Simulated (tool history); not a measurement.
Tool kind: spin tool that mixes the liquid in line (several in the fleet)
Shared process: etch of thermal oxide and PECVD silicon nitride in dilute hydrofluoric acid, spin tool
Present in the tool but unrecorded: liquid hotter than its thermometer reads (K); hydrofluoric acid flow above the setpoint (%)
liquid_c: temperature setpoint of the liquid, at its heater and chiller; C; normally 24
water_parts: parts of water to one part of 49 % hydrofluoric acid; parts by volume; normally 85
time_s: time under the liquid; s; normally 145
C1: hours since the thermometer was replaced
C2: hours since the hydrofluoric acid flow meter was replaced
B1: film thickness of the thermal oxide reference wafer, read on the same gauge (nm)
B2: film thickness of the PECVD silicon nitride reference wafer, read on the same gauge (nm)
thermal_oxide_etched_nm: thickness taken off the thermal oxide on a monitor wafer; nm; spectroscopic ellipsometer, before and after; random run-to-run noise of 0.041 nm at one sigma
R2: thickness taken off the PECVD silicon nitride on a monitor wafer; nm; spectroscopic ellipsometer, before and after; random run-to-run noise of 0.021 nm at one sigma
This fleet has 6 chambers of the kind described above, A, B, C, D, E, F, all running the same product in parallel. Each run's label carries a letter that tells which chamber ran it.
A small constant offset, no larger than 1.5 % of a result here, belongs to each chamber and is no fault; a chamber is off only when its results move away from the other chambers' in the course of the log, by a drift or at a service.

{"hour": 3.4, "done": "chamber C: hydrofluoric acid flow meter replaced"}
{"run": "1E", "hour": 6.5, "liquid_c": 24, "water_parts": 85, "time_s": 145, "C1": 1600.5, "C2": 403.1, "B1": 99.953, "B2": 30.003, "thermal_oxide_etched_nm": 8.4086, "R2": 6.7619}
{"run": "2F", "hour": 12.2, "liquid_c": 24, "water_parts": 85, "time_s": 145, "C1": 23.1, "C2": 533.8, "B1": 100.01, "B2": 29.984, "thermal_oxide_etched_nm": 8.3722, "R2": 6.8166}
{"run": "3B", "hour": 17.4, "liquid_c": 24, "water_parts": 85, "time_s": 145, "C1": 532.1, "C2": 254.1, "B1": 99.979, "B2": 29.993, "thermal_oxide_etched_nm": 8.4471, "R2": 6.9095}
{"run": "4C", "hour": 21.1, "liquid_c": 24, "water_parts": 85, "time_s": 145, "C1": 1396.6, "C2": 17.8, "B1": 100.02, "B2": 29.997, "thermal_oxide_etched_nm": 8.6133, "R2": 6.7917}
{"run": "5D", "hour": 26.8, "liquid_c": 24, "water_parts": 85, "time_s": 145, "C1": 397.5, "C2": 219.7, "B1": 100.01, "B2": 30.013, "thermal_oxide_etched_nm": 8.5239, "R2": 6.9104}
{"run": "6A", "hour": 33.8, "liquid_c": 24, "water_parts": 85, "time_s": 145, "C1": 991.9, "C2": 302.7, "B1": 99.997, "B2": 30.024, "thermal_oxide_etched_nm": 8.4436, "R2": 6.8149}
{"run": "7A", "hour": 41.2, "liquid_c": 24, "water_parts": 85, "time_s": 145, "C1": 999.3, "C2": 310.1, "B1": 100.01, "B2": 30.019, "thermal_oxide_etched_nm": 8.4809, "R2": 6.7857}
{"run": "8B", "hour": 47.0, "liquid_c": 24, "water_parts": 85, "time_s": 145, "C1": 561.7, "C2": 283.7, "B1": 99.986, "B2": 29.998, "thermal_oxide_etched_nm": 8.5191, "R2": 6.8563}
{"run": "9D", "hour": 51.8, "liquid_c": 24, "water_parts": 85, "time_s": 145, "C1": 422.5, "C2": 244.7, "B1": 99.979, "B2": 29.986, "thermal_oxide_etched_nm": 8.5453, "R2": 6.9135}
{"run": "10E", "hour": 56.7, "liquid_c": 24, "water_parts": 85, "time_s": 205, "C1": 1650.7, "C2": 453.3, "B1": 99.986, "B2": 30.033, "thermal_oxide_etched_nm": 11.913, "R2": 9.5735}
{"run": "11C", "hour": 60.1, "liquid_c": 24, "water_parts": 85, "time_s": 205, "C1": 1435.6, "C2": 56.8, "B1": 99.986, "B2": 30.017, "thermal_oxide_etched_nm": 12.231, "R2": 9.6314}
{"run": "12F", "hour": 64.7, "liquid_c": 24, "water_parts": 85, "time_s": 205, "C1": 75.6, "C2": 586.3, "B1": 99.993, "B2": 30.012, "thermal_oxide_etched_nm": 11.913, "R2": 9.6431}
{"run": "13E", "hour": 68.8, "liquid_c": 24, "water_parts": 85, "time_s": 205, "C1": 1662.8, "C2": 465.4, "B1": 99.985, "B2": 29.987, "thermal_oxide_etched_nm": 11.926, "R2": 9.6135}
{"hour": 69.8, "done": "chamber B: thermometer replaced"}
{"run": "14D", "hour": 73.0, "liquid_c": 24, "water_parts": 85, "time_s": 205, "C1": 443.7, "C2": 265.9, "B1": 100.03, "B2": 29.975, "thermal_oxide_etched_nm": 12.101, "R2": 9.7285}
{"run": "15A", "hour": 76.3, "liquid_c": 24, "water_parts": 85, "time_s": 205, "C1": 1034.4, "C2": 345.2, "B1": 99.993, "B2": 29.992, "thermal_oxide_etched_nm": 11.923, "R2": 9.6103}
{"run": "16C", "hour": 80.9, "liquid_c": 24, "water_parts": 85, "time_s": 145, "C1": 1456.4, "C2": 77.6, "B1": 99.983, "B2": 30.008, "thermal_oxide_etched_nm": 8.5882, "R2": 6.8053}
{"run": "17F", "hour": 85.3, "liquid_c": 24, "water_parts": 85, "time_s": 145, "C1": 96.2, "C2": 606.9, "B1": 100.02, "B2": 30.013, "thermal_oxide_etched_nm": 8.478, "R2": 6.8139}
{"run": "18B", "hour": 91.8, "liquid_c": 24, "water_parts": 85, "time_s": 145, "C1": 22.0, "C2": 328.5, "B1": 99.986, "B2": 30.019, "thermal_oxide_etched_nm": 8.459, "R2": 6.8345}
{"run": "19B", "hour": 98.0, "liquid_c": 24, "water_parts": 55, "time_s": 205, "C1": 28.2, "C2": 334.7, "B1": 99.984, "B2": 29.995, "thermal_oxide_etched_nm": 18.991, "R2": 14.714}
{"run": "20A", "hour": 101.8, "liquid_c": 24, "water_parts": 55, "time_s": 205, "C1": 1059.9, "C2": 370.7, "B1": 99.966, "B2": 30.007, "thermal_oxide_etched_nm": 19.151, "R2": 14.712}
{"run": "21C", "hour": 107.2, "liquid_c": 24, "water_parts": 55, "time_s": 205, "C1": 1482.7, "C2": 103.9, "B1": 99.968, "B2": 29.999, "thermal_oxide_etched_nm": 19.468, "R2": 14.658}
{"run": "22E", "hour": 111.0, "liquid_c": 24, "water_parts": 55, "time_s": 205, "C1": 1705.0, "C2": 507.6, "B1": 100.0, "B2": 30.016, "thermal_oxide_etched_nm": 19.307, "R2": 14.86}
{"run": "23D", "hour": 118.2, "liquid_c": 24, "water_parts": 55, "time_s": 205, "C1": 488.9, "C2": 311.1, "B1": 100.02, "B2": 30.019, "thermal_oxide_etched_nm": 19.577, "R2": 15.032}
{"run": "24F", "hour": 125.7, "liquid_c": 24, "water_parts": 55, "time_s": 205, "C1": 136.6, "C2": 647.3, "B1": 99.998, "B2": 30.006, "thermal_oxide_etched_nm": 19.115, "R2": 14.785}
{"run": "25A", "hour": 130.6, "liquid_c": 24, "water_parts": 85, "time_s": 145, "C1": 1088.7, "C2": 399.5, "B1": 99.989, "B2": 29.997, "thermal_oxide_etched_nm": 8.4609, "R2": 6.8606}
{"run": "26C", "hour": 137.1, "liquid_c": 24, "water_parts": 85, "time_s": 145, "C1": 1512.6, "C2": 133.8, "B1": 100.02, "B2": 30.026, "thermal_oxide_etched_nm": 8.5505, "R2": 6.7945}
{"run": "27D", "hour": 144.3, "liquid_c": 24, "water_parts": 85, "time_s": 145, "C1": 515.0, "C2": 337.2, "B1": 100.0, "B2": 29.989, "thermal_oxide_etched_nm": 8.5692, "R2": 6.8716}
{"run": "28B", "hour": 149.1, "liquid_c": 24, "water_parts": 85, "time_s": 145, "C1": 79.3, "C2": 385.8, "B1": 100.0, "B2": 30.003, "thermal_oxide_etched_nm": 8.5123, "R2": 6.8316}
{"hour": 151.8, "done": "chamber E: hydrofluoric acid flow meter replaced"}
{"run": "29E", "hour": 156.6, "liquid_c": 24, "water_parts": 125, "time_s": 110, "C1": 1750.6, "C2": 4.8, "B1": 100.01, "B2": 29.998, "thermal_oxide_etched_nm": 4.1019, "R2": 3.5071}
{"run": "30F", "hour": 160.0, "liquid_c": 24, "water_parts": 125, "time_s": 110, "C1": 170.9, "C2": 681.6, "B1": 100.04, "B2": 29.998, "thermal_oxide_etched_nm": 4.1374, "R2": 3.5326}
{"run": "31F", "hour": 165.5, "liquid_c": 24, "water_parts": 125, "time_s": 110, "C1": 176.4, "C2": 687.1, "B1": 100.03, "B2": 29.984, "thermal_oxide_etched_nm": 4.1591, "R2": 3.5283}
{"run": "32D", "hour": 169.4, "liquid_c": 24, "water_parts": 125, "time_s": 110, "C1": 540.1, "C2": 362.3, "B1": 100.04, "B2": 30.017, "thermal_oxide_etched_nm": 4.1758, "R2": 3.5383}
{"run": "33E", "hour": 172.7, "liquid_c": 24, "water_parts": 125, "time_s": 110, "C1": 1766.7, "C2": 20.9, "B1": 100.02, "B2": 29.996, "thermal_oxide_etched_nm": 4.133, "R2": 3.4961}
{"run": "34A", "hour": 176.8, "liquid_c": 24, "water_parts": 125, "time_s": 110, "C1": 1134.9, "C2": 445.7, "B1": 99.968, "B2": 30.001, "thermal_oxide_etched_nm": 4.1427, "R2": 3.5481}
{"run": "35B", "hour": 180.2, "liquid_c": 24, "water_parts": 85, "time_s": 145, "C1": 110.4, "C2": 416.9, "B1": 99.995, "B2": 30.005, "thermal_oxide_etched_nm": 8.4907, "R2": 6.8455}
{"run": "36C", "hour": 184.0, "liquid_c": 24, "water_parts": 85, "time_s": 145, "C1": 1559.5, "C2": 180.7, "B1": 100.01, "B2": 30.014, "thermal_oxide_etched_nm": 8.6046, "R2": 6.774}
{"run": "37E", "hour": 188.2, "liquid_c": 24, "water_parts": 85, "time_s": 145, "C1": 1782.2, "C2": 36.4, "B1": 100.02, "B2": 29.983, "thermal_oxide_etched_nm": 8.4127, "R2": 6.7559}

Decide between three cases: one chamber stands off from its peers, the gauge reading all wafers drifts, or nothing is wrong past each chamber's small offset. Where a chamber is off, say which and what most likely put it there.

The fleet is healthy, with each chamber sitting at its usual small offset and no drift in the gauge.
